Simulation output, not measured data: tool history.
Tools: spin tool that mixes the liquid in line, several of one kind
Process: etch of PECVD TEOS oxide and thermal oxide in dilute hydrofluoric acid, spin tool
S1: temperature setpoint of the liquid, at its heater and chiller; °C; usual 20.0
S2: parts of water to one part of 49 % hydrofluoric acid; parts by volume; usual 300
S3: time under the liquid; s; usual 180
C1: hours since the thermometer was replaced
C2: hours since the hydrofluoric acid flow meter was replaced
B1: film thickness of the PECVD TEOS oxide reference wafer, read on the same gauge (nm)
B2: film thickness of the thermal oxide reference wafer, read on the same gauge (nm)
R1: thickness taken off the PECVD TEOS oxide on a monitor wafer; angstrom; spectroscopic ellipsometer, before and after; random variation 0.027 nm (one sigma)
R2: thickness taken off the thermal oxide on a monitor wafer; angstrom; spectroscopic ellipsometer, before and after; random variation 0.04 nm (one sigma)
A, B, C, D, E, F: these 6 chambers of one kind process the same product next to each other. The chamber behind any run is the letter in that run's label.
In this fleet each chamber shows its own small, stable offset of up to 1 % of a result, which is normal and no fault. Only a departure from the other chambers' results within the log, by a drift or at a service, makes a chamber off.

run	hour	S1	S2	S3	C1	C2	B1	B2	R1	R2
1F	7.1	20.0	300	180	1132.4	1399.7	140.05	50.065	35.879	18.965
2B	12.2	20.0	300	180	1126.5	1156.0	139.98	50.041	35.244	19.718
3E	17.3	20.0	300	180	169.4	184.5	140.05	50.005	36.156	20.478
4D	23.5	20.0	300	180	199.6	1229.2	139.98	50.036	36.163	19.044
5A	30.7	17.0	300	180	290.2	1232.9	140.01	50.015	31.953	18.126
6C	38.7	17.0	300	180	897.9	465.4	140.01	50.017	32.255	17.656
7F	48.8	17.0	300	180	1174.1	1441.4	139.98	49.993	32.059	17.339
8B	56.8	17.0	300	180	1171.1	1200.6	139.96	49.993	31.673	17.579
9A	65.0	17.0	300	180	324.5	1267.2	139.97	49.967	31.438	17.685
10D	76.0	17.0	300	180	252.1	1281.7	140.00	50.026	32.205	17.596
11E	83.1	20.0	300	180	235.2	250.3	140.00	50.030	36.497	19.526
12C	88.6	20.0	300	180	947.8	515.3	139.96	50.019	36.118	19.856
# hour 93.5: chamber F: hydrofluoric acid flow meter replaced
13F	94.4	20.0	300	180	1219.7	1.0	139.97	49.954	35.396	20.257
14E	101.1	20.0	300	180	253.2	268.3	140.03	49.987	36.224	19.589
15C	111.6	20.0	300	180	970.8	538.3	139.99	50.002	35.753	19.275
16A	117.3	20.0	300	180	376.8	1319.5	140.04	49.984	35.558	19.918
17D	126.8	20.0	300	180	302.9	1332.5	140.04	49.985	36.295	19.853
18B	132.6	20.0	350	180	1246.9	1276.4	139.92	49.995	29.503	16.101
19E	140.8	20.0	350	180	292.9	308.0	140.00	50.014	29.257	15.726
20B	151.1	20.0	350	180	1265.4	1294.9	140.01	50.012	29.083	16.069
21A	158.7	20.0	350	180	418.2	1360.9	140.01	49.993	28.341	16.409
22C	163.5	20.0	350	180	1022.7	590.2	139.97	50.000	29.400	16.271
23F	174.3	20.0	350	180	1299.6	80.9	139.96	49.988	29.405	16.861
24D	182.7	20.0	300	180	358.8	1388.4	140.01	50.014	35.992	19.316
25B	188.8	20.0	365	130	1303.1	1332.6	139.99	49.989	19.754	10.770
26E	197.5	20.0	365	130	349.6	364.7	140.01	49.940	19.951	11.232
27F	202.6	20.0	365	130	1327.9	109.2	139.98	50.001	19.979	11.330
28C	209.0	20.0	365	130	1068.2	635.7	140.04	50.030	20.310	11.290
29A	218.0	20.0	365	130	477.5	1420.2	140.04	49.993	18.861	10.477
30D	224.9	20.0	365	130	401.0	1430.6	140.00	49.997	20.122	10.325
31B	234.1	20.0	300	180	1348.4	1377.9	139.95	50.021	35.287	18.973
32C	243.2	20.0	300	180	1102.4	669.9	140.01	50.017	36.045	20.002
33D	248.8	22.5	300	180	424.9	1454.5	139.95	49.984	39.517	21.567
34E	256.5	22.5	300	180	408.6	423.7	140.03	50.027	38.906	22.747
35A	266.2	22.5	300	180	525.7	1468.4	139.99	50.008	35.739	19.995
36F	273.7	22.5	300	180	1399.0	180.3	139.99	50.031	39.082	21.088
37B	279.1	22.5	300	180	1393.4	1422.9	140.05	50.017	38.568	22.318
38C	284.4	22.5	300	180	1143.6	711.1	139.99	49.983	39.528	21.692

Decide between three cases: one chamber stands off from its peers, the gauge reading all wafers drifts, or nothing is wrong past each chamber's small offset. Where a chamber is off, say which and what most likely put it there.

It is chamber A that slowly wanders off from its peers.
Most likely cause: hydrofluoric acid flow below the setpoint (%) = 6.77.
It could be hard to tell apart here from: liquid colder than its thermometer reads (K).

Below are 4 candidate recipes for chamber A's next run, each the usual settings with a change, their results shown as question marks. Which of them brings A's results back in line with what the other chambers give on the usual settings?
In-line tolerance around the mean of the other chambers on the usual settings: R1 0.960 angstrom; R2 1.400 angstrom
39A-1	292.4	20.0	295	180					?	?
39A-2	292.4	20.0	290	190					?	?
39A-3	292.4	20.0	310	170					?	?
39A-4	292.4	20.0	305	180					?	?

Mean of the other chambers on the usual settings: R1 35.760 angstrom; R2 19.622 angstrom
run	R1	R2
39A-1	33.212	18.296
39A-2	35.818	19.731
39A-3	29.460	16.229
39A-4	31.844	17.542
It is 39A-2 that realigns the chamber with its peers.

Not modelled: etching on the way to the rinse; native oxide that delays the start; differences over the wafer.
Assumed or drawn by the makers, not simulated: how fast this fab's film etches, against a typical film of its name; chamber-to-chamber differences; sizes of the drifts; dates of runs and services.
